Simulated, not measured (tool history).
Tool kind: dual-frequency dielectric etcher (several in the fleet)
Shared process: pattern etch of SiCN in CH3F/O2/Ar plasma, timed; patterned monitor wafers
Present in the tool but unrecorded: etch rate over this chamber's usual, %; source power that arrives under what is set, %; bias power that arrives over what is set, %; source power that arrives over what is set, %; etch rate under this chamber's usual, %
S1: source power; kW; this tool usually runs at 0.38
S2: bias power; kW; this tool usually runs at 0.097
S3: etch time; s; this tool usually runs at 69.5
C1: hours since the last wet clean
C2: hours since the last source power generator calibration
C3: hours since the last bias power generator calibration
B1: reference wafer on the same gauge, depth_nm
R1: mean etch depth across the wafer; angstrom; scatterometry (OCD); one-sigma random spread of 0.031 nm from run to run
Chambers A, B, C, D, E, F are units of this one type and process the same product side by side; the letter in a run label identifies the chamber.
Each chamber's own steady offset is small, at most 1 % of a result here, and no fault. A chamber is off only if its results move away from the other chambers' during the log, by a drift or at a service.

run	hour	S1	S2	S3	C1	C2	C3	B1	R1
# hour 1.1: chamber B: wet clean of the chamber
1A	10.5	0.38	0.097	69.5	103.2	258.8	368.2	29.502	286.66
2D	16.6	0.38	0.097	69.5	110.3	543.2	615.1	29.5	283.4
3C	26.5	0.38	0.097	69.5	307.3	1932.5	1047.4	29.487	287.02
4B	34.9	0.38	0.097	69.5	33.8	1090.7	1537.7	29.48	286.62
5E	43.6	0.38	0.097	69.5	405.7	1064.8	717.1	29.486	285.93
6F	55.2	0.38	0.097	89	190.5	2203.8	1716.6	29.488	364.62
7F	66.9	0.38	0.097	89	202.2	2215.5	1728.3	29.476	365.41
8C	78.2	0.38	0.097	89	359	1984.2	1099.1	29.476	367.09
# hour 79.3: chamber E: wet clean of the chamber
9A	87.2	0.38	0.097	89	179.9	335.5	444.9	29.472	365.65
10B	93	0.38	0.097	89	91.9	1148.8	1595.8	29.469	367.11
11D	105.7	0.38	0.097	89	199.4	632.3	704.2	29.459	362.91
12E	115.3	0.38	0.097	69.5	36	1136.5	788.8	29.457	285.47
13D	126.5	0.38	0.097	69.5	220.2	653.1	725	29.459	283
14F	132.7	0.38	0.097	69.5	268	2281.3	1794.1	29.447	284.34
15B	139.3	0.38	0.097	69.5	138.2	1195.1	1642.1	29.445	285.98
16E	146.7	0.38	0.097	69.5	67.4	1167.9	820.2	29.449	285.56
17A	154.3	0.47	0.097	87	247	402.6	512	29.451	387.61
18C	165.5	0.47	0.097	87	446.3	2071.5	1186.4	29.436	388.53
19F	172.4	0.47	0.097	87	307.7	2321	1833.8	29.432	384.85
20D	179.4	0.47	0.097	87	273.1	706	777.9	29.43	383.5
21E	187.7	0.47	0.097	87	108.4	1208.9	861.2	29.435	386.01
22A	196.5	0.47	0.097	87	289.2	444.8	554.2	29.428	388.14
23C	208	0.38	0.097	69.5	488.8	2114	1228.9	29.418	286.74
24B	216.2	0.38	0.077	69.5	215.1	1272	1719	29.408	262.69
25B	221.8	0.38	0.077	69.5	220.7	1277.6	1724.6	29.414	262.82
26C	231.6	0.38	0.077	69.5	512.4	2137.6	1252.5	29.407	262.94
# hour 233: chamber C: wet clean of the chamber
27F	241.9	0.38	0.077	69.5	377.2	2390.5	1903.3	29.414	260.87
28A	251.2	0.38	0.077	69.5	343.9	499.5	608.9	29.408	261.87
29D	257.5	0.38	0.077	69.5	351.2	784.1	856	29.406	259.56
30E	268.1	0.38	0.097	69.5	188.8	1289.3	941.6	29.403	285.28
31D	274.1	0.38	0.089	50	367.8	800.7	872.6	29.394	197.15
32A	286.7	0.38	0.089	50	379.4	535	644.4	29.398	198.75
# hour 290.8: chamber F: wet clean of the chamber
33E	295.9	0.38	0.089	50	216.6	1317.1	969.4	29.386	198.26
34F	301.5	0.38	0.089	50	10.8	2450.1	1962.9	29.39	197.21
35C	309.9	0.38	0.089	50	76.9	2215.9	1330.8	29.381	199.16
36B	316.9	0.38	0.089	50	315.8	1372.7	1819.7	29.379	199.06
37F	323.8	0.38	0.097	69.5	33.1	2472.4	1985.2	29.373	283.81
38C	335.6	0.38	0.097	69.5	102.6	2241.6	1356.5	29.37	285.67
39A	343.2	0.38	0.097	69.5	435.9	591.5	700.9	29.366	285.35

Next, all 6 chambers run the settings below, one line each with question marks for the results. What does each chamber give?
40A	352.3	0.38	0.119	69.5					?
40B	352.3	0.38	0.119	69.5					?
40C	352.3	0.38	0.119	69.5					?
40D	352.3	0.38	0.119	69.5					?
40E	352.3	0.38	0.119	69.5					?
40F	352.3	0.38	0.119	69.5					?

run	R1
40A	308.63
40B	308.28
40C	309
40D	304.93
40E	307.37
40F	307.37

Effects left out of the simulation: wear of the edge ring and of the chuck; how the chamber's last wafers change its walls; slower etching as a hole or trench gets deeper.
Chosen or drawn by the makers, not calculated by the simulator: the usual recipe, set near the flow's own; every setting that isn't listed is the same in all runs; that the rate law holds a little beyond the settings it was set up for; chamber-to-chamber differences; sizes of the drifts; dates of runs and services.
